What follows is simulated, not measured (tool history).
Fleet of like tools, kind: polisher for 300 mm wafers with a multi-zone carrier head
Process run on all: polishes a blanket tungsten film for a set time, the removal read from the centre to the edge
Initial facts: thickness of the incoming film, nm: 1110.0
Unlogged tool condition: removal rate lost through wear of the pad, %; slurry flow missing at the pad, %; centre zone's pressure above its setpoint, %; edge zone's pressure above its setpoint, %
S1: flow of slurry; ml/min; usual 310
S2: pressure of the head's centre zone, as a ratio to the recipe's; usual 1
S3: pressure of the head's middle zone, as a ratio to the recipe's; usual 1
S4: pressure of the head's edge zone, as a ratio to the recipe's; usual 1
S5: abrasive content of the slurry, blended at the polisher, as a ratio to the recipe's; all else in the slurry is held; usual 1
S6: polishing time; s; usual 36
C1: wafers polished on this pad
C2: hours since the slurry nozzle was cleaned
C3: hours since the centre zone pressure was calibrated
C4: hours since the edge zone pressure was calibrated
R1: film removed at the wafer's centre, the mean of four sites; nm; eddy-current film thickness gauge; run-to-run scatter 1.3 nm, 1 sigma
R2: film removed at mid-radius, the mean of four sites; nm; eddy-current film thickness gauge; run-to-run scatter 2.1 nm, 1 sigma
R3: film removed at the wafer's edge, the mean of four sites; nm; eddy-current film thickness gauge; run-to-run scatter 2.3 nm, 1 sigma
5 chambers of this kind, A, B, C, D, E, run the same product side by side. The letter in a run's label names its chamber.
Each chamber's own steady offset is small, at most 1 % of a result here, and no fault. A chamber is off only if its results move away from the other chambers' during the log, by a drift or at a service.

run	hour	S1	S2	S3	S4	S5	S6	C1	C2	C3	C4	R1	R2	R3
1E	9.3	310	1	1	1	1	36	679	40.6	305.9	571.3	180.43	180.76	176.55
# hour 9.9: chamber D: worn pad replaced by a new one
# hour 19.2: chamber B: worn pad replaced by a new one
2B	23.5	310	1	1	1	1	36	61	159.2	282.8	227.7	178.51	176.72	183.66
3D	32.2	310	1	1	1	1	36	313	147.2	532.8	921.5	176.86	180.59	182.74
# hour 33.6: chamber C: worn pad replaced by a new one
4A	42.3	310	1	1	1	1	36	866	684.5	423	157.4	180.15	179.4	178.72
# hour 57.8: chamber E: worn pad replaced by a new one
5C	57.9	310	1	1	1	1	36	341	382	566.5	738.9	178.68	180.21	179.04
6C	67.4	310	1	1	1	1	36	474	391.5	576	748.4	178.14	176.01	178.73
# hour 70.2: chamber A: worn pad replaced by a new one
# hour 73.8: chamber A: slurry nozzle cleaned
7A	81.6	310	1	1	1	1	36	160	7.9	462.3	196.7	178.64	180.55	180.51
8B	91.6	310	1	1	1	1	36	1017	227.3	350.9	295.8	176.1	180.93	177.85
# hour 93.8: chamber B: centre zone pressure recalibrated
# hour 96.4: chamber D: worn pad replaced by a new one
# hour 102.4: chamber D: edge zone pressure recalibrated
9D	107.2	310	1	1	1	1	36	151	222.2	607.8	4.9	175.39	180.94	180.4
10E	118.6	310	1	1	1	1	36	854	149.9	415.2	680.6	177.64	177.51	184.83
11C	127.5	310	1	1	1	1.3	36	1318	451.6	636.1	808.5	187.67	190.42	191.52
# hour 129.1: chamber B: worn pad replaced by a new one
# hour 132.5: chamber C: worn pad replaced by a new one
12E	135.9	310	1	1	1	1.3	36	1097	167.2	432.5	697.9	189.31	192.86	192.68
13B	143.6	310	1	1	1	1.3	36	204	279.3	49.8	347.8	189.01	186.52	188.78
# hour 145.3: chamber D: slurry nozzle cleaned
# hour 154.8: chamber E: worn pad replaced by a new one
14D	154.8	310	1	1	1	1.3	36	820	9.5	655.4	52.5	189.6	195.26	194.38
# hour 156: chamber A: worn pad replaced by a new one
15A	161.7	310	1	1	1	1.3	36	81	88	542.4	276.8	189.48	195.88	191.41
16B	170.1	310	1	1	1	1	36	576	305.8	76.3	374.3	179.05	175.84	174.1
17E	180.8	310	1	1	1	1	36	366	212.1	477.4	742.8	180.12	178.71	180.38
# hour 187.2: chamber D: worn pad replaced by a new one
18D	193.4	310	1	0.95	1	1.25	36	87	48.1	694	91.1	188.14	182.94	185.7
19A	208.2	310	1	0.95	1	1.25	36	733	134.5	588.9	323.3	188.7	182.17	190.07
20C	217.9	310	1	0.95	1	1.25	36	1198	542	726.5	898.9	187.99	181.67	184.45
# hour 224: chamber C: worn pad replaced by a new one
21C	225.5	310	1	0.95	1	1.25	36	22	549.6	734.1	906.5	188.98	178.98	190.65
# hour 233.7: chamber E: centre zone pressure recalibrated
# hour 235.8: chamber B: worn pad replaced by a new one
22B	237.7	310	1	0.95	1	1.25	36	27	373.4	143.9	441.9	189.48	178.77	188.21
# hour 238.4: chamber A: worn pad replaced by a new one
23E	244.9	310	1	1	1	0.9	36	1266	276.2	11.3	806.9	175.61	177.54	176.83
24D	255.3	310	1	1	1	0.9	36	956	110	755.9	153	172.67	176.53	176.65
# hour 256.1: chamber E: worn pad replaced by a new one
25A	262.7	310	1	1	1	0.9	36	342	189	643.4	377.8	172.83	177.63	173.37
26D	269.9	310	1	1	1	0.9	36	1161	124.6	770.5	167.6	175.98	179.77	175.21
27A	282.2	310	1	1	1	0.9	36	616	208.5	662.9	397.3	175.53	177.69	174.26
# hour 285.7: chamber C: centre zone pressure recalibrated
28B	292.2	310	1	1	1	1	36	792	427.9	198.4	496.4	177.8	178.81	173.32
# hour 292.5: chamber D: worn pad replaced by a new one
# hour 294.2: chamber D: centre zone pressure recalibrated
29C	299.8	310	1	1	1	1	36	1064	623.9	14.1	980.8	175.76	175.8	179.03
30E	308.2	310	1	1	1	1	36	731	339.5	74.6	870.2	180.55	178.77	178.63
# hour 313.3: chamber C: worn pad replaced by a new one
31D	323.1	310	1	1	1	1	36	430	177.8	29	220.8	178.18	178.42	181.44
32C	330.5	310	1	1	1	1	36	242	654.6	44.8	1011.5	177.33	180.74	178.47
# hour 335.1: chamber A: worn pad replaced by a new one
33A	338.8	310	1	1	0.95	1	36	52	265.1	719.5	453.9	177.11	180.14	175.35
# hour 346.7: chamber B: worn pad replaced by a new one
# hour 347.3: chamber E: worn pad replaced by a new one
34E	354.7	310	1	1	0.95	1	36	104	386	121.1	916.7	177.68	178.46	176.07
# hour 358.4: chamber D: slurry nozzle cleaned
35B	367.8	310	1	1	0.95	1	36	296	503.5	274	572	176.99	178.35	171.82
36D	379.6	310	1	1	0.95	1	36	1223	21.3	85.5	277.3	180.23	180.21	174.1
# hour 380.3: chamber D: worn pad replaced by a new one
37C	387.1	310	1	1	0.95	1	36	1037	711.2	101.4	1068.1	178.22	177.21	173.02
# hour 387.3: chamber C: slurry nozzle cleaned
# hour 395.5: chamber C: edge zone pressure recalibrated
38B	402.8	310	1	1	1	1	36	787	538.5	309	607	176.4	175.71	178.94
39A	412.1	310	1	1	1	1	36	1081	338.4	792.8	527.2	178.17	178.99	181.8
# hour 415.9: chamber C: worn pad replaced by a new one
# hour 422.2: chamber A: worn pad replaced by a new one
40E	427.8	310	1	1	1	1	36	1130	459.1	194.2	989.8	178.44	182.24	179.56
41C	436.5	310	1	1	1	1	36	290	49.3	150.8	41.1	178.1	181.33	176.39
# hour 444.2: chamber B: worn pad replaced by a new one
42B	448.7	310	1	1	1	1	36	63	584.4	354.9	652.9	177.53	176.56	177.58
43A	464.6	310	1	1	1	1	36	595	390.9	845.3	579.7	178.27	179.51	177.73
44D	480.5	310	1	1	1	1	36	1407	122.2	186.4	378.2	178.05	183.33	183.39

Each of the 5 chambers runs these same settings next. Fill in every chamber's results:
45A	492	310	1	1	1	1	23					?	?	?
45B	492	310	1	1	1	1	23					?	?	?
45C	492	310	1	1	1	1	23					?	?	?
45D	492	310	1	1	1	1	23					?	?	?
45E	492	310	1	1	1	1	23					?	?	?

run	R1	R2	R3
45A	112.99	119.22	116.62
45B	111.84	110.59	113.72
45C	113.38	115.23	112.09
45D	116.55	114.17	115.02
45E	115.34	114.98	115.33
